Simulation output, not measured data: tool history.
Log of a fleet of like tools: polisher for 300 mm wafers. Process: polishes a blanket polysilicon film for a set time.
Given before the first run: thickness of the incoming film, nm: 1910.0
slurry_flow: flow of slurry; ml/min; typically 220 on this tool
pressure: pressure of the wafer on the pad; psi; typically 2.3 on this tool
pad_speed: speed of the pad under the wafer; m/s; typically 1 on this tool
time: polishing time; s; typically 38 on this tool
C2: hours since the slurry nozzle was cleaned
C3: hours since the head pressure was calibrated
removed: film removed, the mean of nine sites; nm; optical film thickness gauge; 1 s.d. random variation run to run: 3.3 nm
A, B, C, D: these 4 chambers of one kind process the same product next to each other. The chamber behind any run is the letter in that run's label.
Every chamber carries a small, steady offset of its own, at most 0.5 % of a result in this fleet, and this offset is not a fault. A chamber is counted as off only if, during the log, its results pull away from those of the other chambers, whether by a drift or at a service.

-- hour=2.8 chamber C: slurry nozzle cleaned
-- hour=4.1 chamber D: worn pad replaced by a new one
run 1B hour=4.1 | slurry_flow=220 pressure=2.3 pad_speed=1 time=38 | wafers_polished_on_this_pad=706 C2=155.4 C3=279.2 | removed=226.88
-- hour=6.3 chamber A: worn pad replaced by a new one
run 2A hour=7.1 | slurry_flow=220 pressure=2.3 pad_speed=1 time=38 | wafers_polished_on_this_pad=12 C2=87.3 C3=816.5 | removed=225.17
run 3C hour=11.3 | slurry_flow=220 pressure=2.3 pad_speed=1 time=38 | wafers_polished_on_this_pad=957 C2=8.6 C3=360.1 | removed=217.83
run 4D hour=16.2 | slurry_flow=220 pressure=2.3 pad_speed=1 time=38 | wafers_polished_on_this_pad=182 C2=36.9 C3=21.9 | removed=222.85
run 5A hour=18.7 | slurry_flow=220 pressure=2.3 pad_speed=1 time=38 | wafers_polished_on_this_pad=187 C2=98.9 C3=828.1 | removed=230.46
-- hour=19.3 chamber B: worn pad replaced by a new one
run 6B hour=23.5 | slurry_flow=220 pressure=2.3 pad_speed=1 time=38 | wafers_polished_on_this_pad=63 C2=174.8 C3=298.6 | removed=226.77
run 7D hour=27.5 | slurry_flow=220 pressure=2.3 pad_speed=1 time=38 | wafers_polished_on_this_pad=352 C2=48.2 C3=33.2 | removed=219.84
-- hour=30 chamber C: worn pad replaced by a new one
run 8C hour=30 | slurry_flow=220 pressure=2.3 pad_speed=1 time=38 | wafers_polished_on_this_pad=1 C2=27.3 C3=378.8 | removed=230.02
run 9A hour=32.8 | slurry_flow=220 pressure=2.3 pad_speed=1 time=38 | wafers_polished_on_this_pad=399 C2=113 C3=842.2 | removed=219.99
-- hour=35.6 chamber A: head pressure recalibrated
run 10B hour=36.2 | slurry_flow=220 pressure=2.3 pad_speed=1 time=38 | wafers_polished_on_this_pad=254 C2=187.5 C3=311.3 | removed=224.98
run 11D hour=41 | slurry_flow=220 pressure=2.3 pad_speed=1 time=38 | wafers_polished_on_this_pad=556 C2=61.7 C3=46.7 | removed=227.18
run 12C hour=43.7 | slurry_flow=220 pressure=2.3 pad_speed=1 time=38 | wafers_polished_on_this_pad=207 C2=41 C3=392.5 | removed=226.54
run 13A hour=46.3 | slurry_flow=150 pressure=2.3 pad_speed=1.26 time=38 | wafers_polished_on_this_pad=603 C2=126.5 C3=10.8 | removed=289.14
run 14C hour=49.4 | slurry_flow=150 pressure=2.3 pad_speed=1.26 time=38 | wafers_polished_on_this_pad=293 C2=46.7 C3=398.2 | removed=270.64
run 15B hour=54.7 | slurry_flow=150 pressure=2.3 pad_speed=1.26 time=38 | wafers_polished_on_this_pad=533 C2=206 C3=329.8 | removed=271.15
run 16D hour=59.6 | slurry_flow=150 pressure=2.3 pad_speed=1.26 time=38 | wafers_polished_on_this_pad=836 C2=80.3 C3=65.3 | removed=274.05
run 17A hour=63.4 | slurry_flow=220 pressure=2.3 pad_speed=1 time=38 | wafers_polished_on_this_pad=860 C2=143.6 C3=27.9 | removed=236.69
run 18C hour=66.2 | slurry_flow=220 pressure=2.3 pad_speed=1 time=38 | wafers_polished_on_this_pad=546 C2=63.5 C3=415 | removed=229.16
run 19D hour=69 | slurry_flow=220 pressure=2.3 pad_speed=1 time=38 | wafers_polished_on_this_pad=977 C2=89.7 C3=74.7 | removed=225.58
-- hour=69.2 chamber A: worn pad replaced by a new one
run 20B hour=73.5 | slurry_flow=220 pressure=2.3 pad_speed=1 time=38 | wafers_polished_on_this_pad=816 C2=224.8 C3=348.6 | removed=229.83
-- hour=78.1 chamber B: worn pad replaced by a new one
run 21D hour=78.5 | slurry_flow=220 pressure=2.3 pad_speed=1 time=38 | wafers_polished_on_this_pad=1121 C2=99.2 C3=84.2 | removed=225.52
-- hour=82.1 chamber D: worn pad replaced by a new one
run 22A hour=83.2 | slurry_flow=220 pressure=2.3 pad_speed=1.14 time=38 | wafers_polished_on_this_pad=212 C2=163.4 C3=47.7 | removed=284.35
run 23B hour=88.9 | slurry_flow=220 pressure=2.3 pad_speed=1.14 time=38 | wafers_polished_on_this_pad=164 C2=240.2 C3=364 | removed=250.39
run 24C hour=94.1 | slurry_flow=220 pressure=2.3 pad_speed=1.14 time=38 | wafers_polished_on_this_pad=966 C2=91.4 C3=442.9 | removed=256.08
run 25A hour=99 | slurry_flow=220 pressure=2.3 pad_speed=1.14 time=38 | wafers_polished_on_this_pad=450 C2=179.2 C3=63.5 | removed=278.76
run 26B hour=103.1 | slurry_flow=220 pressure=2.3 pad_speed=1 time=38 | wafers_polished_on_this_pad=378 C2=254.4 C3=378.2 | removed=226.39
run 27D hour=106.2 | slurry_flow=220 pressure=2.3 pad_speed=1 time=38 | wafers_polished_on_this_pad=363 C2=126.9 C3=111.9 | removed=230.94
run 28C hour=109.9 | slurry_flow=220 pressure=1.8 pad_speed=1.14 time=38 | wafers_polished_on_this_pad=1204 C2=107.2 C3=458.7 | removed=200.65

Which is it: a chamber that has drifted or been left off by a service, a gauge drift common to all chambers, or only each chamber's usual small offset? If a chamber is off, name it and its likeliest cause.

A service on chamber A put it out of line with the rest.
Cause: head's pressure above its setpoint, % = 8.25.

Chamber A could run next with any of the 4 candidate recipes listed below; each alters the usual settings, and their results appear as question marks. Which one brings its results back in line with what the other chambers deliver on the usual settings?
A result is in line if it is within this distance of the other chambers' mean on the usual settings: removed 11 nm
run 29A-1 hour=113.9 | slurry_flow=220 pressure=2.3 pad_speed=1.08 time=41 | removed=?
run 29A-2 hour=113.9 | slurry_flow=220 pressure=2.2 pad_speed=0.98 time=37 | removed=?
run 29A-3 hour=113.9 | slurry_flow=220 pressure=2.1 pad_speed=0.92 time=38 | removed=?
run 29A-4 hour=113.9 | slurry_flow=220 pressure=2.3 pad_speed=1 time=41 | removed=?

On the usual settings, the other chambers give on average: removed 225.87 nm
run=29A-1 removed=282.69
run=29A-2 removed=221.75
run=29A-3 removed=204.34
run=29A-4 removed=261.91
29A-2 brings the chamber back in line.
